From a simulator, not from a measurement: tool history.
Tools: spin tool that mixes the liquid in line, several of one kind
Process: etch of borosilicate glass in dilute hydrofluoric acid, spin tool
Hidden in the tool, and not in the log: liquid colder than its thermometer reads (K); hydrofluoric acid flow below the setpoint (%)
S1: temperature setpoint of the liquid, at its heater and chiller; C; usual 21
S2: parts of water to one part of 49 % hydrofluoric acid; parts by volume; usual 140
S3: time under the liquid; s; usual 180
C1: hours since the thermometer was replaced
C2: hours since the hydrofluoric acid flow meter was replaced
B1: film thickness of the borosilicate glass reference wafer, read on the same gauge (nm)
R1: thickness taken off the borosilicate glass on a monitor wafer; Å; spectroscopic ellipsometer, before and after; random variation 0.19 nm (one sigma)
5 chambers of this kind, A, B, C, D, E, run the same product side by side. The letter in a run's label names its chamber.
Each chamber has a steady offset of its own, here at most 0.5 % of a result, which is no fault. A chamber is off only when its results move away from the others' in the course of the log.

{"hour": 7.2, "done": "chamber C: hydrofluoric acid flow meter replaced"}
{"run": "1B", "hour": 8.3, "S1": 21, "S2": 140, "S3": 180, "C1": 206.2, "C2": 1400.3, "B1": 139.99, "R1": 206.64}
{"run": "2D", "hour": 13.8, "S1": 21, "S2": 140, "S3": 180, "C1": 687.3, "C2": 582.6, "B1": 140.01, "R1": 213.04}
{"run": "3C", "hour": 22.1, "S1": 21, "S2": 140, "S3": 180, "C1": 2212.5, "C2": 15, "B1": 140.02, "R1": 208.76}
{"run": "4E", "hour": 30.2, "S1": 21, "S2": 140, "S3": 180, "C1": 174.3, "C2": 888.6, "B1": 139.99, "R1": 211.17}
{"run": "5A", "hour": 38.2, "S1": 21, "S2": 140, "S3": 180, "C1": 359.2, "C2": 1555.1, "B1": 140.02, "R1": 207.8}
{"run": "6A", "hour": 43.0, "S1": 21, "S2": 140, "S3": 180, "C1": 364, "C2": 1559.9, "B1": 140.02, "R1": 204.59}
{"run": "7B", "hour": 48.0, "S1": 21, "S2": 140, "S3": 180, "C1": 245.9, "C2": 1440, "B1": 139.99, "R1": 206.38}
{"run": "8C", "hour": 53.1, "S1": 21, "S2": 140, "S3": 180, "C1": 2243.5, "C2": 46, "B1": 139.99, "R1": 206.6}
{"hour": 54.1, "done": "chamber C: thermometer replaced"}
{"run": "9E", "hour": 58.6, "S1": 21, "S2": 140, "S3": 180, "C1": 202.7, "C2": 917, "B1": 139.97, "R1": 211.02}
{"run": "10D", "hour": 64.5, "S1": 21, "S2": 140, "S3": 180, "C1": 738, "C2": 633.3, "B1": 139.99, "R1": 208.07}
{"run": "11A", "hour": 70.7, "S1": 21, "S2": 140, "S3": 180, "C1": 391.7, "C2": 1587.6, "B1": 140.02, "R1": 207.46}
{"run": "12C", "hour": 74.9, "S1": 21, "S2": 140, "S3": 180, "C1": 20.9, "C2": 67.8, "B1": 140, "R1": 208.24}
{"run": "13E", "hour": 81.5, "S1": 21, "S2": 140, "S3": 180, "C1": 225.6, "C2": 939.9, "B1": 139.97, "R1": 205.28}
{"run": "14D", "hour": 86.8, "S1": 21, "S2": 140, "S3": 180, "C1": 760.3, "C2": 655.6, "B1": 140.01, "R1": 208.24}
{"run": "15B", "hour": 93.1, "S1": 21, "S2": 140, "S3": 180, "C1": 291, "C2": 1485.1, "B1": 140.02, "R1": 206.79}
{"run": "16D", "hour": 101.6, "S1": 21, "S2": 140, "S3": 180, "C1": 775.1, "C2": 670.4, "B1": 140.01, "R1": 207.47}
{"run": "17E", "hour": 106.4, "S1": 21, "S2": 140, "S3": 180, "C1": 250.5, "C2": 964.8, "B1": 139.96, "R1": 213.59}
{"run": "18B", "hour": 112.2, "S1": 21, "S2": 140, "S3": 180, "C1": 310.1, "C2": 1504.2, "B1": 140.02, "R1": 208.39}
{"run": "19A", "hour": 118.7, "S1": 21, "S2": 140, "S3": 180, "C1": 439.7, "C2": 1635.6, "B1": 140, "R1": 207.86}
{"run": "20C", "hour": 125.7, "S1": 21, "S2": 140, "S3": 180, "C1": 71.7, "C2": 118.6, "B1": 140.01, "R1": 208.08}
{"run": "21C", "hour": 131.5, "S1": 21, "S2": 100, "S3": 180, "C1": 77.5, "C2": 124.4, "B1": 139.99, "R1": 301.92}
{"run": "22E", "hour": 138.5, "S1": 21, "S2": 100, "S3": 180, "C1": 282.6, "C2": 996.9, "B1": 140.01, "R1": 309}
{"run": "23A", "hour": 142.3, "S1": 21, "S2": 100, "S3": 180, "C1": 463.3, "C2": 1659.2, "B1": 140.01, "R1": 304.65}
{"run": "24B", "hour": 146.6, "S1": 21, "S2": 100, "S3": 180, "C1": 344.5, "C2": 1538.6, "B1": 139.99, "R1": 304.13}
{"run": "25D", "hour": 154.7, "S1": 21, "S2": 100, "S3": 180, "C1": 828.2, "C2": 723.5, "B1": 140.01, "R1": 312.6}
{"run": "26E", "hour": 159.7, "S1": 21, "S2": 140, "S3": 180, "C1": 303.8, "C2": 1018.1, "B1": 140.01, "R1": 209.08}
{"run": "27C", "hour": 163.8, "S1": 21, "S2": 140, "S3": 180, "C1": 109.8, "C2": 156.7, "B1": 139.98, "R1": 207.92}
{"run": "28D", "hour": 168.8, "S1": 21, "S2": 105, "S3": 275, "C1": 842.3, "C2": 737.6, "B1": 139.99, "R1": 446.22}
{"run": "29B", "hour": 174.6, "S1": 21, "S2": 105, "S3": 275, "C1": 372.5, "C2": 1566.6, "B1": 140, "R1": 441.42}
{"run": "30A", "hour": 178.6, "S1": 21, "S2": 105, "S3": 275, "C1": 499.6, "C2": 1695.5, "B1": 140.02, "R1": 444.73}
{"run": "31A", "hour": 182.7, "S1": 21, "S2": 105, "S3": 275, "C1": 503.7, "C2": 1699.6, "B1": 140.02, "R1": 441.97}
{"run": "32C", "hour": 188.8, "S1": 21, "S2": 105, "S3": 275, "C1": 134.8, "C2": 181.7, "B1": 139.98, "R1": 440.73}
{"run": "33B", "hour": 193.5, "S1": 21, "S2": 140, "S3": 180, "C1": 391.4, "C2": 1585.5, "B1": 140.01, "R1": 207.46}
{"run": "34E", "hour": 198.2, "S1": 21, "S2": 140, "S3": 180, "C1": 342.3, "C2": 1056.6, "B1": 139.99, "R1": 209.58}
{"run": "35D", "hour": 203.2, "S1": 21, "S2": 140, "S3": 180, "C1": 876.7, "C2": 772, "B1": 140.04, "R1": 210.47}
{"run": "36D", "hour": 211.4, "S1": 21, "S2": 140, "S3": 180, "C1": 884.9, "C2": 780.2, "B1": 140.02, "R1": 207.98}
{"run": "37A", "hour": 216.7, "S1": 18.5, "S2": 140, "S3": 230, "C1": 537.7, "C2": 1733.6, "B1": 140.01, "R1": 239.95}

What goes on in this fleet: one chamber off, a drifting gauge, or nothing beyond the chambers' own small offsets? Name the chamber and the cause, if any.

No chamber stands off beyond its own small offset, and the gauge holds steady.
